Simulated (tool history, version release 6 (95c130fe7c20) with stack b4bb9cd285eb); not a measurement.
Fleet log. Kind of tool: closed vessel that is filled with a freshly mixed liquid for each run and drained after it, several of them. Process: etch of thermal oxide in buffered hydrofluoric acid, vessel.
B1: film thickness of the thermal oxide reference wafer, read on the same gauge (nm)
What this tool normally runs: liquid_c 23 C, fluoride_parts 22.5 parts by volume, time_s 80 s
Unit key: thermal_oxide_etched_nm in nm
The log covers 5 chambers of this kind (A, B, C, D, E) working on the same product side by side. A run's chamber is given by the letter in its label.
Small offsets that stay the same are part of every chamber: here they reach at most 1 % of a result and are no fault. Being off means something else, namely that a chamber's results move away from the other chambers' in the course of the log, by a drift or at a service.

Run 1A, hour 10.4: usual settings; B1 110.00. Result: thermal_oxide_etched_nm 41.723 nm.
Run 2D, hour 23.6: usual settings; B1 110.02. Result: thermal_oxide_etched_nm 41.724 nm.
Run 3C, hour 36.8: usual settings; B1 110.00. Result: thermal_oxide_etched_nm 41.967 nm.
Run 4E, hour 44.6: usual settings; B1 109.99. Result: thermal_oxide_etched_nm 41.038 nm.
Run 5B, hour 57.2: usual settings; B1 109.99. Result: thermal_oxide_etched_nm 42.356 nm.
Run 6B, hour 71.2: usual settings; B1 110.01. Result: thermal_oxide_etched_nm 42.292 nm.
Run 7A, hour 79.2: usual settings; B1 110.00. Result: thermal_oxide_etched_nm 41.540 nm.
Run 8C, hour 94.5: usual settings but fluoride_parts 19.0 parts by volume; B1 110.01. Result: thermal_oxide_etched_nm 47.053 nm.
Run 9E, hour 103.9: usual settings but fluoride_parts 19.0 parts by volume; B1 110.00. Result: thermal_oxide_etched_nm 46.751 nm.
Run 10D, hour 114.1: usual settings but fluoride_parts 19.0 parts by volume; B1 109.99. Result: thermal_oxide_etched_nm 47.683 nm.
Run 11C, hour 126.8: usual settings but fluoride_parts 19.0 parts by volume; B1 110.02. Result: thermal_oxide_etched_nm 47.413 nm.
Run 12D, hour 137.8: usual settings but fluoride_parts 19.0 parts by volume; B1 109.99. Result: thermal_oxide_etched_nm 47.625 nm.
Run 13B, hour 152.8: usual settings; B1 109.99. Result: thermal_oxide_etched_nm 42.244 nm.
Run 14A, hour 165.3: usual settings; B1 109.98. Result: thermal_oxide_etched_nm 42.117 nm.
Run 15E, hour 178.1: usual settings; B1 109.97. Result: thermal_oxide_etched_nm 41.113 nm.
Run 16A, hour 185.6: usual settings; B1 109.99. Result: thermal_oxide_etched_nm 41.868 nm.
Run 17D, hour 197.3: usual settings; B1 110.00. Result: thermal_oxide_etched_nm 41.932 nm.
Run 18B, hour 209.9: usual settings; B1 110.00. Result: thermal_oxide_etched_nm 41.969 nm.
Run 19E, hour 216.8: usual settings; B1 109.99. Result: thermal_oxide_etched_nm 41.181 nm.
At hour 219.3: chamber E: hydrofluoric acid flow meter replaced.
Run 20C, hour 225.3: usual settings; B1 110.01. Result: thermal_oxide_etched_nm 40.919 nm.
Run 21E, hour 236.4: usual settings but time_s 105 s; B1 109.99. Result: thermal_oxide_etched_nm 54.214 nm.
Run 22A, hour 243.6: usual settings but time_s 105 s; B1 110.02. Result: thermal_oxide_etched_nm 55.093 nm.
Run 23C, hour 258.8: usual settings but time_s 105 s; B1 110.04. Result: thermal_oxide_etched_nm 53.795 nm.
Run 24B, hour 269.4: usual settings but time_s 105 s; B1 110.01. Result: thermal_oxide_etched_nm 54.914 nm.
Run 25D, hour 283.6: usual settings but time_s 105 s; B1 109.98. Result: thermal_oxide_etched_nm 55.294 nm.
Run 26E, hour 292.5: usual settings; B1 109.97. Result: thermal_oxide_etched_nm 41.501 nm.
Run 27C, hour 303.9: usual settings; B1 110.00. Result: thermal_oxide_etched_nm 40.436 nm.
Run 28B, hour 318.2: usual settings; B1 110.03. Result: thermal_oxide_etched_nm 42.084 nm.
Run 29D, hour 332.0: usual settings; B1 110.01. Result: thermal_oxide_etched_nm 41.665 nm.
Run 30A, hour 342.8: usual settings; B1 110.02. Result: thermal_oxide_etched_nm 42.057 nm.

Has any chamber moved away from the others, gradually or after a service, or does the common gauge drift, or do the chambers differ only by their own small steady offsets? State the chamber and the most likely cause if one applies.

It is chamber C that slowly wanders off from its peers.
Most likely cause: liquid colder than its thermometer reads (K) = 0.691.
The log might look much the same if the cause were instead: hydrofluoric acid flow below the setpoint (%).

Which of the 4 candidates below, each the usual settings with something changed and its results left as question marks, puts chamber C back in line with what the other chambers give on the usual settings?
In line means no further than this from the other chambers' mean on the usual settings: thermal_oxide_etched_nm 0.700 nm
Run 31C-1, hour 353.9: usual settings but time_s 75 s. Result: thermal_oxide_etched_nm ?.
Run 31C-2, hour 353.9: usual settings but fluoride_parts 21.0 parts by volume. Result: thermal_oxide_etched_nm ?.
Run 31C-3, hour 353.9: usual settings but fluoride_parts 24.0 parts by volume. Result: thermal_oxide_etched_nm ?.
Run 31C-4, hour 353.9: usual settings but fluoride_parts 22.0 parts by volume, time_s 85 s. Result: thermal_oxide_etched_nm ?.

Usual-settings mean across the other chambers: thermal_oxide_etched_nm 41.868 nm
  run  thermal_oxide_etched_nm
31C-1                   37.694
31C-2                   42.134
31C-3                   38.482
31C-4                   43.378
The right change is 31C-2: it brings the chamber back within the allowed miss of the others.

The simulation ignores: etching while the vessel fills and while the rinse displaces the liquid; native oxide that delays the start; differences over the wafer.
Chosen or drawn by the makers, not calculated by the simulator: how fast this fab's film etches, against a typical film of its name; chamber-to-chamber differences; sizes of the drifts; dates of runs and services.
